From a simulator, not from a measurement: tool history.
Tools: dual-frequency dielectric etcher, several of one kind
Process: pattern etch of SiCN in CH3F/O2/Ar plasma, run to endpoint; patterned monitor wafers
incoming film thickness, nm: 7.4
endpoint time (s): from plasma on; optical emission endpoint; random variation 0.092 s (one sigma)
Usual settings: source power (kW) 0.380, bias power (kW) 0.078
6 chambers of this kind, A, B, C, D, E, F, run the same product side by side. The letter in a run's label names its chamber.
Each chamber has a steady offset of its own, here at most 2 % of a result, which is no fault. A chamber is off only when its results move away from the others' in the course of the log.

run 1A hour=10.5 | source_power_(kW)=0.380 bias_power_(kW)=0.078 | endpoint_time_(s)=19.284
run 2C hour=21.6 | source_power_(kW)=0.380 bias_power_(kW)=0.078 | endpoint_time_(s)=19.590
run 3F hour=35.6 | source_power_(kW)=0.380 bias_power_(kW)=0.078 | endpoint_time_(s)=19.547
run 4E hour=49.6 | source_power_(kW)=0.380 bias_power_(kW)=0.078 | endpoint_time_(s)=19.847
run 5B hour=64.4 | source_power_(kW)=0.380 bias_power_(kW)=0.078 | endpoint_time_(s)=19.697
run 6D hour=75.1 | source_power_(kW)=0.380 bias_power_(kW)=0.078 | endpoint_time_(s)=19.849
run 7C hour=86.4 | source_power_(kW)=0.380 bias_power_(kW)=0.078 | endpoint_time_(s)=19.426
run 8F hour=100.9 | source_power_(kW)=0.380 bias_power_(kW)=0.078 | endpoint_time_(s)=19.456
run 9B hour=114.6 | source_power_(kW)=0.380 bias_power_(kW)=0.078 | endpoint_time_(s)=19.633
run 10D hour=125.4 | source_power_(kW)=0.380 bias_power_(kW)=0.078 | endpoint_time_(s)=19.692
run 11A hour=132.6 | source_power_(kW)=0.380 bias_power_(kW)=0.078 | endpoint_time_(s)=19.168
run 12E hour=143.8 | source_power_(kW)=0.380 bias_power_(kW)=0.078 | endpoint_time_(s)=19.799
run 13A hour=154.3 | source_power_(kW)=0.380 bias_power_(kW)=0.078 | endpoint_time_(s)=19.158
run 14B hour=166.0 | source_power_(kW)=0.380 bias_power_(kW)=0.094 | endpoint_time_(s)=18.274
-- hour=171.1 chamber E: wet clean of the chamber
run 15F hour=177.3 | source_power_(kW)=0.380 bias_power_(kW)=0.094 | endpoint_time_(s)=18.294
run 16D hour=184.4 | source_power_(kW)=0.380 bias_power_(kW)=0.094 | endpoint_time_(s)=18.406
run 17E hour=193.0 | source_power_(kW)=0.380 bias_power_(kW)=0.094 | endpoint_time_(s)=18.541
run 18C hour=204.9 | source_power_(kW)=0.380 bias_power_(kW)=0.094 | endpoint_time_(s)=18.237
run 19E hour=213.2 | source_power_(kW)=0.380 bias_power_(kW)=0.094 | endpoint_time_(s)=18.591
run 20C hour=228.3 | source_power_(kW)=0.320 bias_power_(kW)=0.078 | endpoint_time_(s)=20.756
run 21B hour=236.0 | source_power_(kW)=0.320 bias_power_(kW)=0.078 | endpoint_time_(s)=20.812
run 22F hour=245.6 | source_power_(kW)=0.320 bias_power_(kW)=0.078 | endpoint_time_(s)=20.671
run 23D hour=256.3 | source_power_(kW)=0.320 bias_power_(kW)=0.078 | endpoint_time_(s)=20.951
run 24A hour=267.0 | source_power_(kW)=0.320 bias_power_(kW)=0.078 | endpoint_time_(s)=20.391
-- hour=276.2 chamber D: wet clean of the chamber
run 25A hour=280.6 | source_power_(kW)=0.320 bias_power_(kW)=0.078 | endpoint_time_(s)=20.253
-- hour=281.4 chamber B: wet clean of the chamber
-- hour=282.9 chamber F: wet clean of the chamber
run 26D hour=292.1 | source_power_(kW)=0.310 bias_power_(kW)=0.078 | endpoint_time_(s)=21.304
run 27B hour=301.2 | source_power_(kW)=0.310 bias_power_(kW)=0.078 | endpoint_time_(s)=21.138
run 28C hour=310.1 | source_power_(kW)=0.310 bias_power_(kW)=0.078 | endpoint_time_(s)=21.004
run 29F hour=317.1 | source_power_(kW)=0.310 bias_power_(kW)=0.078 | endpoint_time_(s)=21.259
run 30E hour=329.5 | source_power_(kW)=0.310 bias_power_(kW)=0.078 | endpoint_time_(s)=21.514
-- hour=342.1 chamber C: wet clean of the chamber
run 31A hour=344.2 | source_power_(kW)=0.310 bias_power_(kW)=0.078 | endpoint_time_(s)=20.487
run 32C hour=355.1 | source_power_(kW)=0.380 bias_power_(kW)=0.078 | endpoint_time_(s)=19.396
run 33F hour=364.3 | source_power_(kW)=0.380 bias_power_(kW)=0.078 | endpoint_time_(s)=19.534
run 34D hour=377.6 | source_power_(kW)=0.450 bias_power_(kW)=0.095 | endpoint_time_(s)=17.200
run 35E hour=384.8 | source_power_(kW)=0.450 bias_power_(kW)=0.095 | endpoint_time_(s)=17.290
run 36B hour=392.9 | source_power_(kW)=0.450 bias_power_(kW)=0.095 | endpoint_time_(s)=17.105
run 37E hour=407.1 | source_power_(kW)=0.450 bias_power_(kW)=0.095 | endpoint_time_(s)=17.257
run 38B hour=418.4 | source_power_(kW)=0.450 bias_power_(kW)=0.095 | endpoint_time_(s)=17.063
run 39C hour=425.2 | source_power_(kW)=0.450 bias_power_(kW)=0.095 | endpoint_time_(s)=16.970
run 40F hour=432.3 | source_power_(kW)=0.380 bias_power_(kW)=0.078 | endpoint_time_(s)=19.491
run 41A hour=447.0 | source_power_(kW)=0.380 bias_power_(kW)=0.078 | endpoint_time_(s)=18.784

Is one chamber off against the others, does the gauge drift, or is nothing wrong? If a chamber is off, say which, and what the likeliest cause is.

Chamber A drifts away from the others.
Cause: etch rate over this chamber's usual, % = 3.08.

Here are 4 candidates for chamber A's next run, each the usual settings with a change, their results left as question marks. Which one brings its results back in line with what the others give on the usual settings?
In line means no further than this from the other chambers' mean on the usual settings: endpoint time (s) 0.320
run 42A-1 hour=458.0 | source_power_(kW)=0.390 bias_power_(kW)=0.079 | endpoint_time_(s)=?
run 42A-2 hour=458.0 | source_power_(kW)=0.400 bias_power_(kW)=0.083 | endpoint_time_(s)=?
run 42A-3 hour=458.0 | source_power_(kW)=0.370 bias_power_(kW)=0.077 | endpoint_time_(s)=?
run 42A-4 hour=458.0 | source_power_(kW)=0.360 bias_power_(kW)=0.074 | endpoint_time_(s)=?

The other chambers' mean on the usual settings: endpoint time (s) 19.621
run=42A-1 endpoint_time_(s)=18.481
run=42A-2 endpoint_time_(s)=17.985
run=42A-3 endpoint_time_(s)=19.022
run=42A-4 endpoint_time_(s)=19.492
42A-4 brings the chamber back in line.
